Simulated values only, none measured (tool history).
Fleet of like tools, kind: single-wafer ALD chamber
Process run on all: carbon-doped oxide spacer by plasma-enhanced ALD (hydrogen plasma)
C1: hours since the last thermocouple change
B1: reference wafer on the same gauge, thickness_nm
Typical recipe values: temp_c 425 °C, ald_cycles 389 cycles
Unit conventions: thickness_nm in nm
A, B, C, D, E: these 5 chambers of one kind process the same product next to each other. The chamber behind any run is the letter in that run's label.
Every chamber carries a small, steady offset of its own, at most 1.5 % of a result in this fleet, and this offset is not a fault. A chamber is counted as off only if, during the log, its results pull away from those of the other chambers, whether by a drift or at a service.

Run 1C, day 0.179: usual settings; C1 328.7; B1 20.305. Result: thickness_nm 17.772 nm.
Run 2B, day 0.462: usual settings; C1 1079.3; B1 20.304. Result: thickness_nm 17.929 nm.
Run 3E, day 0.675: usual settings; C1 960.4; B1 20.305. Result: thickness_nm 17.864 nm.
Run 4A, day 0.908: usual settings; C1 41.6; B1 20.306. Result: thickness_nm 18.061 nm.
Run 5D, day 1.088: usual settings; C1 767.4; B1 20.316. Result: thickness_nm 17.794 nm.
Run 6A, day 1.221: usual settings; C1 49.1; B1 20.31. Result: thickness_nm 18.023 nm.
Run 7B, day 1.492: usual settings; C1 1104; B1 20.32. Result: thickness_nm 17.938 nm.
Run 8C, day 1.754: usual settings; C1 366.5; B1 20.318. Result: thickness_nm 17.791 nm.
Run 9E, day 1.992: usual settings; C1 992; B1 20.326. Result: thickness_nm 17.876 nm.
Run 10D, day 2.25: usual settings; C1 795.3; B1 20.332. Result: thickness_nm 17.814 nm.
Run 11C, day 2.454: usual settings; C1 383.3; B1 20.325. Result: thickness_nm 17.788 nm.
Run 12B, day 2.65: usual settings; C1 1131.8; B1 20.329. Result: thickness_nm 17.918 nm.
Run 13D, day 2.892: usual settings but temp_c 411 °C; C1 810.7; B1 20.328. Result: thickness_nm 18.637 nm.
Run 14E, day 3.025: usual settings but temp_c 411 °C; C1 1016.8; B1 20.333. Result: thickness_nm 18.738 nm.
Run 15A, day 3.258: usual settings but temp_c 411 °C; C1 98; B1 20.343. Result: thickness_nm 18.896 nm.
Run 16E, day 3.433: usual settings but temp_c 411 °C; C1 1026.6; B1 20.339. Result: thickness_nm 18.692 nm.
Run 17A, day 3.679: usual settings but temp_c 411 °C; C1 108.1; B1 20.345. Result: thickness_nm 18.858 nm.
Run 18C, day 3.954: usual settings; C1 419.3; B1 20.351. Result: thickness_nm 17.822 nm.
Run 19B, day 4.229: usual settings; C1 1169.7; B1 20.34. Result: thickness_nm 17.904 nm.
Run 20D, day 4.362: usual settings; C1 846; B1 20.353. Result: thickness_nm 17.837 nm.
Run 21D, day 4.667: usual settings; C1 853.3; B1 20.355. Result: thickness_nm 17.871 nm.
Run 22A, day 4.862: usual settings; C1 136.5; B1 20.357. Result: thickness_nm 18.068 nm.
Run 23E, day 5.008: usual settings; C1 1064.4; B1 20.354. Result: thickness_nm 17.921 nm.
Run 24B, day 5.192: usual settings; C1 1192.8; B1 20.355. Result: thickness_nm 18.001 nm.
Run 25C, day 5.408: usual settings; C1 454.2; B1 20.359. Result: thickness_nm 17.833 nm.
Run 26D, day 5.65: usual settings; C1 876.9; B1 20.36. Result: thickness_nm 17.908 nm.
Run 27C, day 5.821: usual settings; C1 464.1; B1 20.366. Result: thickness_nm 17.823 nm.
Run 28B, day 6.038: usual settings but temp_c 439 °C, ald_cycles 448 cycles; C1 1213.1; B1 20.362. Result: thickness_nm 19.755 nm.
Run 29A, day 6.25: usual settings but temp_c 439 °C, ald_cycles 448 cycles; C1 169.8; B1 20.375. Result: thickness_nm 19.884 nm.
Run 30E, day 6.496: usual settings but temp_c 439 °C, ald_cycles 448 cycles; C1 1100.1; B1 20.373. Result: thickness_nm 19.716 nm.
Run 31E, day 6.708: usual settings but temp_c 439 °C, ald_cycles 448 cycles; C1 1105.2; B1 20.375. Result: thickness_nm 19.705 nm.
Run 32D, day 6.933: usual settings but temp_c 439 °C, ald_cycles 448 cycles; C1 907.7; B1 20.376. Result: thickness_nm 19.658 nm.
Run 33A, day 7.121: usual settings; C1 190.7; B1 20.376. Result: thickness_nm 18.091 nm.
Run 34B, day 7.317: usual settings; C1 1243.8; B1 20.39. Result: thickness_nm 18.006 nm.
Run 35C, day 7.596: usual settings; C1 506.7; B1 20.386. Result: thickness_nm 17.827 nm.
Run 36B, day 7.858: usual settings; C1 1256.8; B1 20.392. Result: thickness_nm 17.987 nm.
Run 37A, day 8.121: usual settings but temp_c 414 °C, ald_cycles 343 cycles; C1 214.7; B1 20.391. Result: thickness_nm 16.543 nm.
Run 38E, day 8.35: usual settings but temp_c 414 °C, ald_cycles 343 cycles; C1 1144.6; B1 20.399. Result: thickness_nm 16.385 nm.
Run 39C, day 8.633: usual settings but temp_c 414 °C, ald_cycles 343 cycles; C1 531.6; B1 20.402. Result: thickness_nm 16.332 nm.

Does one chamber stand apart from the rest, does the shared gauge drift, or is all well apart from small per-chamber offsets? Give the chamber and the most likely cause, where there is one.

None of the chambers is off. What moves is the gauge, dragging all their readings along together.
Most likely cause: gauge reads high (%) = 0.486.

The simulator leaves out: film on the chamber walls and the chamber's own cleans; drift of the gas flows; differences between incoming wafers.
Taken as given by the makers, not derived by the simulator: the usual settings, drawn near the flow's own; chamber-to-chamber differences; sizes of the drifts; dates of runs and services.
